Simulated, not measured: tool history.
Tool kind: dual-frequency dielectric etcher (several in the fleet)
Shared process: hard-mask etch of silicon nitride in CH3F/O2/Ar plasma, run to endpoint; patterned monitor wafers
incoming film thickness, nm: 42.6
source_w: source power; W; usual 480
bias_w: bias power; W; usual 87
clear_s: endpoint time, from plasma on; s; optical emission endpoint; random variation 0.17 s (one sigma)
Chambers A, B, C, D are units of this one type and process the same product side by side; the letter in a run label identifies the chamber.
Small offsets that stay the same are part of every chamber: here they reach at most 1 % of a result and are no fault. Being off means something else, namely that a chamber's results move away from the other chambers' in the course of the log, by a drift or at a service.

| run | hour | source_w | bias_w | hours since the last wet clean | hours since the last source power generator calibration | hours since the last bias power generator calibration | clear_s |
|---|---|---|---|---|---|---|---|
| 1C | 5.6 | 480 | 87 | 66.7 | 2071.7 | 3263 | 54.307 |
| 2B | 14.2 | 480 | 87 | 190.5 | 2223.2 | 1348.1 | 54.214 |
| 3D | 23.3 | 480 | 87 | 286.7 | 870.8 | 2858.2 | 54.361 |
| 4A | 32.6 | 480 | 87 | 187.6 | 206.3 | 1574.4 | 53.78 |
| 5B | 42 | 480 | 87 | 218.3 | 2251 | 1375.9 | 54.316 |
| 6C | 52.2 | 550 | 72 | 113.3 | 2118.3 | 3309.6 | 54.619 |
| 7A | 62.5 | 550 | 72 | 217.5 | 236.2 | 1604.3 | 54.368 |
| 8D | 71.6 | 550 | 72 | 335 | 919.1 | 2906.5 | 54.765 |
| 9D | 79.5 | 550 | 72 | 342.9 | 927 | 2914.4 | 54.926 |
| 10C | 87.1 | 480 | 87 | 148.2 | 2153.2 | 3344.5 | 54.215 |
| 11B | 97.4 | 480 | 87 | 273.7 | 2306.4 | 1431.3 | 54.007 |
|  | 103.6 | chamber D: wet clean of the chamber |
| 12A | 105.4 | 480 | 87 | 260.4 | 279.1 | 1647.2 | 54.183 |
| 13C | 115.7 | 480 | 87 | 176.8 | 2181.8 | 3373.1 | 53.943 |
| 14A | 125.5 | 480 | 87 | 280.5 | 299.2 | 1667.3 | 53.972 |
| 15B | 134.5 | 480 | 87 | 310.8 | 2343.5 | 1468.4 | 54.098 |
| 16D | 139.3 | 480 | 87 | 35.7 | 986.8 | 2974.2 | 52.243 |
| 17D | 147.7 | 480 | 70 | 44.1 | 995.2 | 2982.6 | 55.857 |
| 18A | 156.5 | 480 | 70 | 311.5 | 330.2 | 1698.3 | 57.61 |
| 19B | 164.4 | 480 | 70 | 340.7 | 2373.4 | 1498.3 | 57.926 |
| 20C | 170.1 | 480 | 70 | 231.2 | 2236.2 | 3427.5 | 58.127 |
| 21B | 180.1 | 480 | 87 | 356.4 | 2389.1 | 1514 | 54.068 |
| 22A | 189.2 | 410 | 87 | 344.2 | 362.9 | 1731 | 56.927 |
| 23D | 198.7 | 410 | 87 | 95.1 | 1046.2 | 3033.6 | 55.277 |
| 24C | 203.3 | 410 | 87 | 264.4 | 2269.4 | 3460.7 | 57.265 |
| 25D | 209 | 410 | 87 | 105.4 | 1056.5 | 3043.9 | 55.213 |
| 26B | 216.3 | 480 | 87 | 392.6 | 2425.3 | 1550.2 | 53.926 |
| 27A | 222.4 | 480 | 87 | 377.4 | 396.1 | 1764.2 | 53.631 |
| 28C | 229.2 | 480 | 87 | 290.3 | 2295.3 | 3486.6 | 53.921 |
| 29C | 237.4 | 480 | 87 | 298.5 | 2303.5 | 3494.8 | 54.208 |
| 30B | 243.6 | 480 | 87 | 419.9 | 2452.6 | 1577.5 | 54.025 |
| 31A | 249.6 | 480 | 87 | 404.6 | 423.3 | 1791.4 | 53.976 |
| 32D | 254.4 | 480 | 87 | 150.8 | 1101.9 | 3089.3 | 51.804 |
| 33B | 261.8 | 410 | 87 | 438.1 | 2470.8 | 1595.7 | 57.505 |

Next, every chamber runs the same settings. What will each give?
| 34A | 269.3 | 480 | 99 |  |  |  | ? |
| 34B | 269.3 | 480 | 99 |  |  |  | ? |
| 34C | 269.3 | 480 | 99 |  |  |  | ? |
| 34D | 269.3 | 480 | 99 |  |  |  | ? |

| run | clear_s |
|---|---|
| 34A | 51.473 |
| 34B | 51.321 |
| 34C | 51.55 |
| 34D | 49.755 |
